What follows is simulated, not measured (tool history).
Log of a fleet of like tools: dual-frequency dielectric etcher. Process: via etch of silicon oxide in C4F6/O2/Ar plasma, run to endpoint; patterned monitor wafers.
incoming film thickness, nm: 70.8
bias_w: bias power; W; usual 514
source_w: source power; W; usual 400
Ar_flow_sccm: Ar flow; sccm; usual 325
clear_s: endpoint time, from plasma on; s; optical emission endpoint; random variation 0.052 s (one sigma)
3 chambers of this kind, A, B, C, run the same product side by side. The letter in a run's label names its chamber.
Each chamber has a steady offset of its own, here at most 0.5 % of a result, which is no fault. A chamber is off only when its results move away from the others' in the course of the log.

run	day	bias_w	source_w	Ar_flow_sccm	hours since the last wet clean	hours since the last bias power generator calibration	hours since the last source power generator calibration	hours since the last Ar flow controller change	clear_s
1C	0.538	514	400	325	36.8	3173.9	1976.1	2694.7	15.561
2A	0.879	514	400	325	381.4	1323.3	1566.8	824.6	15.498
3B	1.279	514	400	325	109.8	3226.5	2479.5	4636.1	15.499
4C	1.571	514	400	325	61.6	3198.7	2000.9	2719.5	15.587
5A	2.075	514	400	325	410.1	1352	1595.5	853.3	15.519
6B	2.546	514	400	325	140.2	3256.9	2509.9	4666.5	15.392
7B	3.021	514	400	325	151.6	3268.3	2521.3	4677.9	15.423
8C	3.479	560	400	353	107.4	3244.5	2046.7	2765.3	15.153
# day 3.688: chamber B: Ar flow controller replaced
9A	3.762	560	400	353	450.6	1392.5	1636	893.8	15.158
10B	4.058	560	400	353	176.5	3293.2	2546.2	8.9	15.154
# day 4.25: chamber C: bias power generator calibrated
11C	4.588	514	400	325	134	8.2	2073.3	2791.9	15.575
12A	4.867	514	400	325	477.1	1419	1662.5	920.3	15.511
# day 4.896: chamber A: wet clean of the chamber
13C	5.246	514	400	325	149.8	24	2089.1	2807.7	15.557
14B	5.721	514	400	325	216.4	3333.1	2586.1	48.8	15.492
15A	6.046	514	400	325	27.7	1447.3	1690.8	948.6	15.182
16C	6.546	587	400	325	181	55.2	2120.3	2838.9	14.812
17B	6.875	587	400	325	244.1	3360.8	2613.8	76.5	14.787
18A	7.138	587	400	325	53.9	1473.5	1717	974.8	14.397
19A	7.454	514	400	291	61.5	1481.1	1724.6	982.4	15.076
20B	7.996	514	400	291	271	3387.7	2640.7	103.4	15.333
21C	8.354	514	400	291	224.4	98.6	2163.7	2882.3	15.451
22B	8.9	514	400	325	292.7	3409.4	2662.4	125.1	15.489
23C	9.196	597	400	374	244.6	118.8	2183.9	2902.5	14.883
24A	9.492	597	400	374	110.4	1530	1773.5	1031.3	14.677
25B	9.829	597	400	374	315	3431.7	2684.7	147.4	14.896
26A	10.071	514	400	325	124.3	1543.9	1787.4	1045.2	15.222
27C	10.533	514	400	325	276.7	150.9	2216	2934.6	15.428
28C	10.804	514	400	325	283.2	157.4	2222.5	2941.1	15.487
29A	11.054	514	400	325	147.9	1567.5	1811	1068.8	15.306
30B	11.329	514	400	325	351	3467.7	2720.7	183.4	15.422
# day 11.583: chamber B: wet clean of the chamber
31B	11.8	514	400	325	5.2	3479	2732	194.7	15.547
32C	12.346	514	400	325	320.2	194.4	2259.5	2978.1	15.505
33A	12.729	514	400	325	188.1	1607.7	1851.2	1109	15.259
34C	13.138	514	400	325	339.2	213.4	2278.5	2997.1	15.528

Next, every chamber runs the same settings. What will each give?
35A	13.533	514	480	325					?
35B	13.533	514	480	325					?
35C	13.533	514	480	325					?

run	clear_s
35A	14.24
35B	14.58
35C	14.454
